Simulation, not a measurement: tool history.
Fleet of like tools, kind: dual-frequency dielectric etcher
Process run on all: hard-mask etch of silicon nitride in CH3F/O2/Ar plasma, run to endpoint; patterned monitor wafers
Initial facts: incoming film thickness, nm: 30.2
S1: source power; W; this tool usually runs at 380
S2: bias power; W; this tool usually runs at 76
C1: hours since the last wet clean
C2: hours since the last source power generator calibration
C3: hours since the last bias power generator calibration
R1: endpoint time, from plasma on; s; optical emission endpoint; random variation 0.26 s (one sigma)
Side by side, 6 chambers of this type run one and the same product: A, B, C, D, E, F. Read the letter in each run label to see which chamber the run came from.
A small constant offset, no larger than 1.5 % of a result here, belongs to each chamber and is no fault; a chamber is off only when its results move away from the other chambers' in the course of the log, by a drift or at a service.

run   hour   S1  S2     C1      C2      C3      R1
 1D    8.0  380  76  144.1  1242.3  2997.0  43.962
 2A   13.0  380  76  174.9  1804.7   112.2  43.871
 3B   22.0  380  76  265.8  1882.4   602.8  43.580
 4F   29.2  380  76   31.0  1390.2  1065.3  43.768
 5C   36.9  380  76  374.0   726.9   368.7  44.547
 6E   41.1  380  76   77.6   864.1  3223.9  44.376
 7A   47.7  380  76  209.6  1839.4   146.9  43.929
 8D   56.4  450  69  192.5  1290.7  3045.4  42.844
 9C   62.1  450  69  399.2   752.1   393.9  42.931
10B   69.7  450  69  313.5  1930.1   650.5  41.934
11E   77.3  450  69  113.8   900.3  3260.1  43.005
      82.9  -- chamber A: source power generator calibrated
12F   85.7  450  69   87.5  1446.7  1121.8  42.624
13A   92.6  450  69  254.5     9.7   191.8  42.458
14D   98.7  380  76  234.8  1333.0  3087.7  44.033
15C  104.1  380  76  441.2   794.1   435.9  44.523
16B  109.3  380  76  353.1  1969.7   690.1  43.315
17F  114.7  350  68  116.5  1475.7  1150.8  46.966
18E  122.9  350  68  159.4   945.9  3305.7  47.701
19C  129.1  350  68  466.2   819.1   460.9  47.333
20B  133.1  350  68  376.9  1993.5   713.9  46.435
21F  138.6  350  68  140.4  1499.6  1174.7  46.631
22E  143.6  350  68  180.1   966.6  3326.4  47.332
     143.7  -- chamber B: wet clean of the chamber
23D  151.3  380  76  287.4  1385.6  3140.3  43.697
24A  159.5  380  76  321.4    76.6   258.7  42.762
25D  167.4  380  76  303.5  1401.7  3156.4  44.055
26E  174.7  380  76  211.2   997.7  3357.5  44.687
27A  182.5  380  76  344.4    99.6   281.7  42.831
28F  189.8  330  84  191.6  1550.8  1225.9  44.732
29C  196.9  330  84  534.0   886.9   528.7  45.340
     200.6  -- chamber C: wet clean of the chamber
30B  203.3  330  84   59.7  2063.7   784.1  44.452
31F  210.1  330  84  211.9  1571.1  1246.2  44.681
32B  219.1  330  84   75.5  2079.5   799.9  43.990
33A  223.4  330  84  385.3   140.5   322.6  42.679
34C  231.5  440  76   30.9   921.5   563.3  42.003
35E  235.7  440  76  272.2  1058.7  3418.5  41.869
36D  240.2  440  76  376.3  1474.5  3229.2  41.688
37B  246.3  440  76  102.7  2106.7   827.1  41.108
38E  250.4  440  76  286.9  1073.4  3433.2  41.846
39C  255.7  440  76   55.1   945.7   587.5  41.482
40A  264.4  380  76  426.3   181.5   363.6  41.748
41F  271.8  380  76  273.6  1632.8  1307.9  43.777

Predict what each chamber gives when all 6 of them run the settings below next.
42A  278.2  380  64               ?
42B  278.2  380  64               ?
42C  278.2  380  64               ?
42D  278.2  380  64               ?
42E  278.2  380  64               ?
42F  278.2  380  64               ?

run      R1
42A  43.898
42B  46.210
42C  46.813
42D  46.879
42E  47.010
42F  46.790

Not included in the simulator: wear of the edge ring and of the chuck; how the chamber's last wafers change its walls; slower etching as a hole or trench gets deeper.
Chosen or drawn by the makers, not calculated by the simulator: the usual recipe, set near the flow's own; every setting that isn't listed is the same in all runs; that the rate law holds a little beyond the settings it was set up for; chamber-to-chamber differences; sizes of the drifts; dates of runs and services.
